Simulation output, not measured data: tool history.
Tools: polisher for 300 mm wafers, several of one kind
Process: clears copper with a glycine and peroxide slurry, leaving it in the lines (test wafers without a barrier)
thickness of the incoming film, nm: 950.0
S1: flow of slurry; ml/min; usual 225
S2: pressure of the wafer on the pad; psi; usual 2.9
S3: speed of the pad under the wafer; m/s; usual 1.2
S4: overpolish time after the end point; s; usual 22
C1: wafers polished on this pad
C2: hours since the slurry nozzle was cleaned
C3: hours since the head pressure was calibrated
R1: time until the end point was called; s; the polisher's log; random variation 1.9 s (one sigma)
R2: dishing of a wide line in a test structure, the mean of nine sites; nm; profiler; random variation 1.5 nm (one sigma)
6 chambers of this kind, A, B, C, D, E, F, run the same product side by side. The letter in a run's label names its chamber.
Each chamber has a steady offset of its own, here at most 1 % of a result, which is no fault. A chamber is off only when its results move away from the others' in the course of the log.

run,hour,S1,S2,S3,S4,C1,C2,C3,R1,R2
# hour 3.1: chamber B: slurry nozzle cleaned
# hour 4.9: chamber F: worn pad replaced by a new one
# hour 13.2: chamber A: slurry nozzle cleaned
1B,14,225,2.9,1.2,22,529,11,603.6,172.64,62.852
2F,26.4,225,2.9,1.2,22,196,216.8,1249.9,169.81,64.7
# hour 30.6: chamber C: worn pad replaced by a new one
3D,37.7,225,2.9,1.2,22,826,356.3,748.8,172.55,66.553
# hour 42.3: chamber B: worn pad replaced by a new one
# hour 43.2: chamber A: worn pad replaced by a new one
4A,49.4,225,2.9,1.2,22,56,36.2,489.4,172.52,63.44
# hour 51.1: chamber D: worn pad replaced by a new one
5C,56.5,225,2.9,1.2,22,236,150.1,501.2,174.13,68.603
6E,65.5,225,2.9,1.2,22,749,128.7,304.7,172.32,69.589
7B,74,225,2.9,1.2,22,288,71,663.6,171.55,65.2
8A,84.2,225,2.9,1.2,22,373,71,524.2,172.01,64.721
# hour 87.3: chamber F: worn pad replaced by a new one
9D,92.4,225,2.9,1.2,22,375,411,803.5,173.01,66.949
10E,102.8,225,2.9,1.2,22,1089,166,342,175.45,66.825
11C,108.9,225,2.9,1.2,22,713,202.5,553.6,174.67,62.986
12F,117.8,225,2.9,1.2,22,278,308.2,1341.3,171.76,64.292
# hour 119.6: chamber E: worn pad replaced by a new one
# hour 120.8: chamber B: worn pad replaced by a new one
# hour 123.4: chamber C: worn pad replaced by a new one
# hour 124.4: chamber F: head pressure recalibrated
# hour 128.2: chamber C: head pressure recalibrated
# hour 129.4: chamber A: worn pad replaced by a new one
13F,131.4,225,2.9,1.2,22,401,321.8,7,173.69,64.618
14C,140.9,225,2.9,1.2,22,159,234.5,12.7,175.5,65.687
# hour 146.5: chamber E: head pressure recalibrated
15B,151.6,225,2.9,1.2,22,280,148.6,741.2,170.93,65
# hour 151.8: chamber D: worn pad replaced by a new one
16D,159.1,285,2.9,1.2,32,67,477.7,870.2,170.42,83.458
17A,168.5,285,2.9,1.2,32,356,155.3,608.5,168.36,80.657
# hour 173.7: chamber D: head pressure recalibrated
18E,179.3,285,2.9,1.2,32,543,242.5,32.9,170.03,83.682
# hour 181.4: chamber F: worn pad replaced by a new one
19D,186.8,285,2.9,1.2,32,319,505.4,13.2,168.42,80.884
# hour 193.7: chamber C: worn pad replaced by a new one
20A,199.7,285,2.9,1.2,32,640,186.5,639.7,170.03,81.364
# hour 201.2: chamber B: worn pad replaced by a new one
21C,207.7,285,2.9,1.2,32,127,301.3,79.5,168.63,82.314
# hour 215.1: chamber A: worn pad replaced by a new one
22F,220.8,225,2.9,1.2,22,358,411.2,96.4,174.32,63.904
23E,234.4,155,2.9,1.2,10,1045,297.6,88,184.98,35.777
# hour 237.7: chamber D: worn pad replaced by a new one
24B,244.1,155,2.9,1.2,10,390,241.1,833.7,181.45,33.802
# hour 250.4: chamber E: slurry nozzle cleaned
25E,250.4,155,2.9,1.2,10,1190,0.1,104,186.06,34.49
# hour 254.9: chamber E: worn pad replaced by a new one
26F,260.8,155,2.9,1.2,10,722,451.2,136.4,184.51,34.458
# hour 263.1: chamber F: slurry nozzle cleaned
# hour 263.4: chamber F: worn pad replaced by a new one
27A,268,155,2.9,1.2,10,481,254.8,708,180.36,35.986
# hour 272.9: chamber C: worn pad replaced by a new one
28C,276.9,155,2.9,1.2,10,36,370.5,148.7,183.7,35.541
# hour 287.5: chamber B: worn pad replaced by a new one
29B,289.7,225,2.9,1.2,22,20,286.7,879.3,181.86,61.949
30D,296.5,225,2.9,1.2,22,535,615.1,122.9,172.94,65.45
31D,304.9,225,2.9,1.2,22,611,623.5,131.3,171.75,67.422
# hour 315.7: chamber A: worn pad replaced by a new one
32A,319.1,225,2.9,1.2,22,31,305.9,759.1,171.79,65.923
33B,331.4,225,2.9,1.2,22,399,328.4,921,185.56,59.828
# hour 337.9: chamber F: worn pad replaced by a new one
34E,343.6,225,2.9,1.2,22,807,93.3,197.2,172.66,63.949
# hour 349: chamber D: worn pad replaced by a new one
35C,353.1,300,2.9,1.2,22,729,446.7,224.9,168.1,67.322
# hour 362.5: chamber C: worn pad replaced by a new one
36F,367.3,300,2.9,1.2,22,267,104.2,242.9,168.32,67.548
37A,380.4,300,2.9,1.2,22,589,367.2,820.4,165.69,69.925
38E,389.1,300,2.9,1.2,22,1221,138.8,242.7,172.01,65.931
39C,403.3,300,2.9,1.2,22,371,496.9,275.1,167.81,67.831
40D,412.3,300,2.9,1.2,22,576,730.9,238.7,168.73,68.962

Is one chamber off against the others, does the gauge drift, or is nothing wrong? If a chamber is off, say which, and what the likeliest cause is.

Chamber B drifts away from the others.
Cause: head's pressure below its setpoint, % = 12.4.

Here are 4 candidates for chamber B's next run, each the usual settings with a change, their results left as question marks. Which one brings its results back in line with what the others give on the usual settings?
In line means no further than this from the other chambers' mean on the usual settings: R1 6.8 s; R2 5.4 nm
41B-1,422.4,225,3.1,1.26,23,,,,?,?
41B-2,422.4,225,2.7,1.14,21,,,,?,?
41B-3,422.4,220,2.6,1.08,21,,,,?,?
41B-4,422.4,230,3.2,1.32,23,,,,?,?

The other chambers' mean on the usual settings: R1 173.86 s; R2 65.385 nm
run,R1,R2
41B-1,174.31,65.96
41B-2,212.75,54.106
41B-3,229.86,51.206
41B-4,162.57,68.88
41B-1 brings the chamber back in line.

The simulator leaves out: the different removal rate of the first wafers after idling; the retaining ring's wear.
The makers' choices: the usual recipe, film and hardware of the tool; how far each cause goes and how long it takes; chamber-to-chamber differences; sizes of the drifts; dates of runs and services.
